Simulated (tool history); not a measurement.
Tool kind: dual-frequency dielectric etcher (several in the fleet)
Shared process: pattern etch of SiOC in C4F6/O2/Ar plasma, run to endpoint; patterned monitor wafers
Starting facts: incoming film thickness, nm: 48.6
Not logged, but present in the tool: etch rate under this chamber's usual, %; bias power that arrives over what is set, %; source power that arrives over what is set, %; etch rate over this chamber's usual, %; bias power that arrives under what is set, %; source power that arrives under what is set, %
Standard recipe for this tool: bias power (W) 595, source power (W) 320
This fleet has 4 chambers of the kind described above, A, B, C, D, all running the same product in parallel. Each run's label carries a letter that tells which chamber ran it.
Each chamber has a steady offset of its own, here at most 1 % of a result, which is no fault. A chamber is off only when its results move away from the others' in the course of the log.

run   hour  bias power (W)  source power (W)  hours since the last wet clean  hours since the last bias power generator calibration  hours since the last source power generator calibration  endpoint time (s)
 1C    1.9             595               320                           203.4                                                 2296.7                                                    445.5             16.608
 2A    6.1             595               320                           310.1                                                 2836.9                                                    954.8             16.600
 3B    8.9             595               320                            75.1                                                 1054.3                                                   3916.1             16.714
 4D   11.8             595               320                           353.1                                                 1184.3                                                    889.6             16.707
 5B   14.4             595               320                            80.6                                                 1059.8                                                   3921.6             16.615
 6C   17.8             595               320                           219.3                                                 2312.6                                                    461.4             16.744
 7A   20.4             595               320                           324.4                                                 2851.2                                                    969.1             16.596
 8D   23.9             595               320                           365.2                                                 1196.4                                                    901.7             16.761
 9B   27.5             595               320                            93.7                                                 1072.9                                                   3934.7             16.565
10C   29.5             595               320                           231.0                                                 2324.3                                                    473.1             16.639
11A   32.9             595               320                           336.9                                                 2863.7                                                    981.6             16.727
12D   35.8             595               320                           377.1                                                 1208.3                                                    913.6             16.725
13A   38.7             595               320                           342.7                                                 2869.5                                                    987.4             16.631
14C   42.7             595               320                           244.2                                                 2337.5                                                    486.3             16.808
15D   46.7             595               320                           388.0                                                 1219.2                                                    924.5             16.680
16B   50.5             692               320                           116.7                                                 1095.9                                                   3957.7             15.690
17D   53.6             692               320                           394.9                                                 1226.1                                                    931.4             15.668
18A   55.6             692               320                           359.6                                                 2886.4                                                   1004.3             15.686
19B   59.9             692               320                           126.1                                                 1105.3                                                   3967.1             15.659
20C   63.2             595               320                           264.7                                                 2358.0                                                    506.8             16.612
21B   66.9             595               320                           133.1                                                 1112.3                                                   3974.1             16.531
22A   69.1             475               350                           373.1                                                 2899.9                                                   1017.8             17.490
23D   71.3             475               350                           412.6                                                 1243.8                                                    949.1             17.631
24C   73.8             475               350                           275.3                                                 2368.6                                                    517.4             17.560
25C   76.4             475               350                           277.9                                                 2371.2                                                    520.0             17.632
      76.8  -- chamber A: wet clean of the chamber
26A   80.2             595               320                             3.5                                                 2911.0                                                   1028.9             17.314
27B   82.6             595               400                           148.8                                                 1128.0                                                   3989.8             15.360
28D   85.0             595               400                           426.3                                                 1257.5                                                    962.8             15.516
29B   87.8             595               400                           154.0                                                 1133.2                                                   3995.0             15.267
30A   90.8             595               400                            14.1                                                 2921.6                                                   1039.5             15.916
31D   94.7             595               320                           436.0                                                 1267.2                                                    972.5             16.718
32C   97.5             595               320                           299.0                                                 2392.3                                                    541.1             16.680
33B   99.4             595               300                           165.6                                                 1144.8                                                   4006.6             17.130
34A  102.7             595               300                            26.0                                                 2933.5                                                   1051.4             17.628
35D  106.2             595               300                           447.5                                                 1278.7                                                    984.0             17.153
     107.0  -- chamber D: wet clean of the chamber
36C  109.4             595               300                           310.9                                                 2404.2                                                    553.0             17.087
37C  111.5             595               320                           313.0                                                 2406.3                                                    555.1             16.779
38B  115.2             595               320                           181.4                                                 1160.6                                                   4022.4             16.678
39A  117.2             595               320                            40.5                                                 2948.0                                                   1065.9             17.359
40D  121.5             595               320                            14.6                                                 1294.0                                                    999.3             16.845
41B  124.6             595               320                           190.8                                                 1170.0                                                   4031.8             16.556
42D  126.5             595               320                            19.6                                                 1299.0                                                   1004.3             16.687
43A  129.4             595               320                            52.7                                                 2960.2                                                   1078.1             17.347

For the next run the whole fleet of 4 chambers uses the same settings. Give each chamber's results:
44A  132.5             595               380                                                                                                                                                                  ?
44B  132.5             595               380                                                                                                                                                                  ?
44C  132.5             595               380                                                                                                                                                                  ?
44D  132.5             595               380                                                                                                                                                                  ?

run  endpoint time (s)
44A             16.284
44B             15.555
44C             15.656
44D             15.657
